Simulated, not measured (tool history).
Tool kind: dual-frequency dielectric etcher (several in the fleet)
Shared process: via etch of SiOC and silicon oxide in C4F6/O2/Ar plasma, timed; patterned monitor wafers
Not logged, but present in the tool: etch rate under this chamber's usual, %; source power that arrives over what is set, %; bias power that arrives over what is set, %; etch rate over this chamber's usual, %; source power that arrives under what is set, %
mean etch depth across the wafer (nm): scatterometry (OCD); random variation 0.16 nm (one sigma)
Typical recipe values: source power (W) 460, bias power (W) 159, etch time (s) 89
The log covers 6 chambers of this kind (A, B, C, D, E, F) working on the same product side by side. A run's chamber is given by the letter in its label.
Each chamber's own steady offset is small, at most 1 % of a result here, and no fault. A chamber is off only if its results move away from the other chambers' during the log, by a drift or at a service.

run,day,source power (W),bias power (W),etch time (s),hours since the last wet clean,hours since the last source power generator calibration,hours since the last bias power generator calibration,"read-back reference wafer on the same gauge, depth_nm",mean etch depth across the wafer (nm)
1C,0.133,460,159,89,373.9,2082.5,2541.5,92.982,102.06
2A,0.279,460,159,89,459.1,1268.5,1879.3,93.014,102.58
3E,0.417,460,159,89,10.9,833.1,281.6,92.967,102.63
4F,0.579,460,159,89,209.6,1092.2,118.2,92.945,102.1
5D,0.775,460,159,89,430.8,1750.1,2627.5,92.911,102.21
6B,0.938,460,159,89,468.9,272.1,624.4,92.895,102.37
7E,1.158,460,159,89,28.7,850.9,299.4,92.934,102.61
8C,1.371,460,159,89,403.6,2112.2,2571.2,92.899,102.12
9F,1.517,460,159,89,232.1,1114.7,140.7,92.87,101.62
10D,1.725,460,159,89,453.6,1772.9,2650.3,92.847,102.37
11B,1.95,460,159,89,493.2,296.4,648.7,92.851,102.56
12A,2.062,460,159,89,501.9,1311.3,1922.1,92.807,102.02
13E,2.225,460,159,113,54.3,876.5,325,92.792,129.71
14F,2.333,460,159,113,251.7,1134.3,160.3,92.795,129.27
# day 2.429: chamber C: wet clean of the chamber
15D,2.488,460,159,113,471.9,1791.2,2668.6,92.779,129.64
16C,2.712,460,159,113,6.8,2144.4,2603.4,92.797,129.47
# day 2.862: chamber D: wet clean of the chamber
17B,2.925,460,159,113,516.6,319.8,672.1,92.744,129.94
18A,3.138,460,159,113,527.7,1337.1,1947.9,92.721,129.54
19A,3.367,460,159,89,533.2,1342.6,1953.4,92.721,102.06
20E,3.488,460,159,112,84.6,906.8,355.3,92.715,128.82
21B,3.621,460,159,112,533.3,336.5,688.8,92.678,128.81
22D,3.738,460,159,112,21.1,1821.2,2698.6,92.666,128.73
23C,3.908,460,159,112,35.5,2173.1,2632.1,92.665,127.89
24F,4.025,460,159,112,292.3,1174.9,200.9,92.686,127.99
25C,4.15,460,159,112,41.3,2178.9,2637.9,92.643,127.9
26F,4.292,460,159,89,298.7,1181.3,207.3,92.62,101.75
27B,4.429,460,159,89,552.7,355.9,708.2,92.633,102.12
28D,4.567,460,159,89,41,1841.1,2718.5,92.602,102.1
29E,4.708,460,147,89,113.9,936.1,384.6,92.585,99.761
30A,4.925,460,147,89,570.6,1380,1990.8,92.565,99.598
31E,5.054,460,147,89,122.2,944.4,392.9,92.607,99.369
32D,5.279,460,147,89,58.1,1858.2,2735.6,92.545,99.526
33C,5.512,460,147,89,74,2211.6,2670.6,92.546,99.414
34B,5.617,460,147,89,581.2,384.4,736.7,92.51,99.597
35F,5.717,460,159,89,332.9,1215.5,241.5,92.498,101.6
36A,5.921,460,159,89,594.5,1403.9,2014.7,92.509,101.68
37F,6.038,460,159,89,340.6,1223.2,249.2,92.472,101.4
38B,6.212,460,159,89,595.5,398.7,751,92.451,102.01
39C,6.342,460,159,89,93.9,2231.5,2690.5,92.436,101.91
40A,6.529,460,159,89,609.1,1418.5,2029.3,92.418,101.46
41D,6.633,460,159,89,90.6,1890.7,2768.1,92.431,101.57

The same settings go to every chamber for the next run, one line per chamber below. Forecast the results for each:
42A,6.8,460,159,77.5,,,,,?
42B,6.8,460,159,77.5,,,,,?
42C,6.8,460,159,77.5,,,,,?
42D,6.8,460,159,77.5,,,,,?
42E,6.8,460,159,77.5,,,,,?
42F,6.8,460,159,77.5,,,,,?

run,mean etch depth across the wafer (nm)
42A,88.667
42B,88.722
42C,88.299
42D,88.639
42E,88.596
42F,88.448

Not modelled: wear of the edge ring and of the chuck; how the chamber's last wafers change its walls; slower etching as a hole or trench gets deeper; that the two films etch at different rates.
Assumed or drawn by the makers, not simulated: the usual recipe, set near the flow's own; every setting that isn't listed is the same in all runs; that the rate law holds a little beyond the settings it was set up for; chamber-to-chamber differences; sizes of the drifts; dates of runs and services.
